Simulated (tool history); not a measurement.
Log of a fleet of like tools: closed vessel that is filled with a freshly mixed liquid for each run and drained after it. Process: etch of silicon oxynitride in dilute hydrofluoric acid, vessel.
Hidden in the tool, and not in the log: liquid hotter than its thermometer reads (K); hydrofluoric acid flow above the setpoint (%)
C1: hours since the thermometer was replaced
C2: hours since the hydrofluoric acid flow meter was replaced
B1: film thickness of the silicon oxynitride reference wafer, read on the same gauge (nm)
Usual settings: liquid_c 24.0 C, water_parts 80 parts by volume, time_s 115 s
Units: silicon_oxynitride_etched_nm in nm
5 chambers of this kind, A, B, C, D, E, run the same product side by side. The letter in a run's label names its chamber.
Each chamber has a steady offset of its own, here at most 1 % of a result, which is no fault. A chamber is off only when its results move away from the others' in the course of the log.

Run 1E, hour 6.5: usual settings; C1 547.6; C2 159.3; B1 99.992. Result: silicon_oxynitride_etched_nm 5.3367 nm.
Run 2A, hour 14.8: usual settings; C1 678.6; C2 905.4; B1 100.010. Result: silicon_oxynitride_etched_nm 5.3665 nm.
At hour 15.0: chamber B: hydrofluoric acid flow meter replaced.
Run 3B, hour 26.9: usual settings; C1 911.5; C2 12.0; B1 100.000. Result: silicon_oxynitride_etched_nm 5.2717 nm.
Run 4C, hour 35.3: usual settings; C1 1068.8; C2 444.1; B1 100.010. Result: silicon_oxynitride_etched_nm 5.3718 nm.
Run 5D, hour 48.0: usual settings; C1 615.9; C2 1342.4; B1 100.010. Result: silicon_oxynitride_etched_nm 5.2490 nm.
Run 6A, hour 61.4: usual settings; C1 725.2; C2 952.0; B1 100.040. Result: silicon_oxynitride_etched_nm 5.3416 nm.
Run 7D, hour 68.1: usual settings; C1 636.0; C2 1362.5; B1 100.010. Result: silicon_oxynitride_etched_nm 5.3502 nm.
Run 8B, hour 80.6: usual settings; C1 965.2; C2 65.7; B1 100.040. Result: silicon_oxynitride_etched_nm 5.3474 nm.
Run 9C, hour 87.1: usual settings; C1 1120.6; C2 495.9; B1 100.000. Result: silicon_oxynitride_etched_nm 5.2962 nm.
Run 10E, hour 96.7: usual settings but time_s 60 s; C1 637.8; C2 249.5; B1 100.000. Result: silicon_oxynitride_etched_nm 2.7387 nm.
At hour 100.1: chamber A: thermometer replaced.
Run 11C, hour 111.2: usual settings but time_s 60 s; C1 1144.7; C2 520.0; B1 99.986. Result: silicon_oxynitride_etched_nm 2.7689 nm.
At hour 119.0: chamber E: thermometer replaced.
Run 12B, hour 119.4: usual settings but time_s 60 s; C1 1004.0; C2 104.5; B1 99.986. Result: silicon_oxynitride_etched_nm 2.7924 nm.
At hour 123.7: chamber D: hydrofluoric acid flow meter replaced.
Run 13E, hour 132.6: usual settings but time_s 60 s; C1 13.7; C2 285.4; B1 99.987. Result: silicon_oxynitride_etched_nm 2.7499 nm.
Run 14D, hour 144.1: usual settings but time_s 60 s; C1 712.0; C2 20.4; B1 100.010. Result: silicon_oxynitride_etched_nm 2.7682 nm.
Run 15A, hour 156.0: usual settings but liquid_c 27.5 C; C1 55.9; C2 1046.6; B1 99.995. Result: silicon_oxynitride_etched_nm 6.3795 nm.
At hour 163.3: chamber A: hydrofluoric acid flow meter replaced.
Run 16A, hour 168.0: usual settings but liquid_c 27.5 C; C1 67.9; C2 4.7; B1 99.981. Result: silicon_oxynitride_etched_nm 6.3025 nm.
Run 17D, hour 179.5: usual settings but liquid_c 27.5 C; C1 747.4; C2 55.8; B1 99.996. Result: silicon_oxynitride_etched_nm 6.2652 nm.
Run 18E, hour 192.8: usual settings but liquid_c 27.5 C; C1 73.9; C2 345.6; B1 100.000. Result: silicon_oxynitride_etched_nm 6.2295 nm.
Run 19B, hour 205.4: usual settings but liquid_c 27.5 C; C1 1090.0; C2 190.5; B1 100.020. Result: silicon_oxynitride_etched_nm 6.2549 nm.
Run 20C, hour 217.3: usual settings but liquid_c 28.5 C; C1 1250.8; C2 626.1; B1 100.040. Result: silicon_oxynitride_etched_nm 6.5953 nm.
Run 21C, hour 225.6: usual settings but liquid_c 28.5 C; C1 1259.1; C2 634.4; B1 100.020. Result: silicon_oxynitride_etched_nm 6.6050 nm.
Run 22A, hour 239.6: usual settings but liquid_c 28.5 C; C1 139.5; C2 76.3; B1 99.975. Result: silicon_oxynitride_etched_nm 6.6611 nm.
Run 23D, hour 251.1: usual settings but liquid_c 28.5 C; C1 819.0; C2 127.4; B1 99.994. Result: silicon_oxynitride_etched_nm 6.6056 nm.
Run 24E, hour 262.1: usual settings but liquid_c 28.5 C; C1 143.2; C2 414.9; B1 99.985. Result: silicon_oxynitride_etched_nm 6.5760 nm.
Run 25B, hour 272.7: usual settings; C1 1157.3; C2 257.8; B1 99.997. Result: silicon_oxynitride_etched_nm 5.3197 nm.
Run 26E, hour 279.5: usual settings; C1 160.6; C2 432.3; B1 100.020. Result: silicon_oxynitride_etched_nm 5.3426 nm.
Run 27B, hour 288.7: usual settings; C1 1173.3; C2 273.8; B1 100.010. Result: silicon_oxynitride_etched_nm 5.3442 nm.
Run 28D, hour 295.7: usual settings; C1 863.6; C2 172.0; B1 100.030. Result: silicon_oxynitride_etched_nm 5.3255 nm.
Run 29C, hour 308.3: usual settings; C1 1341.8; C2 717.1; B1 99.980. Result: silicon_oxynitride_etched_nm 5.3517 nm.
Run 30A, hour 319.5: usual settings; C1 219.4; C2 156.2; B1 100.020. Result: silicon_oxynitride_etched_nm 5.4081 nm.
Run 31E, hour 333.9: usual settings; C1 215.0; C2 486.7; B1 99.997. Result: silicon_oxynitride_etched_nm 5.3217 nm.
Run 32D, hour 345.5: usual settings; C1 913.4; C2 221.8; B1 99.980. Result: silicon_oxynitride_etched_nm 5.3093 nm.

What goes on in this fleet: one chamber off, a drifting gauge, or nothing beyond the chambers' own small offsets? Name the chamber and the cause, if any.

No chamber stands off beyond its own small offset, and the gauge holds steady.
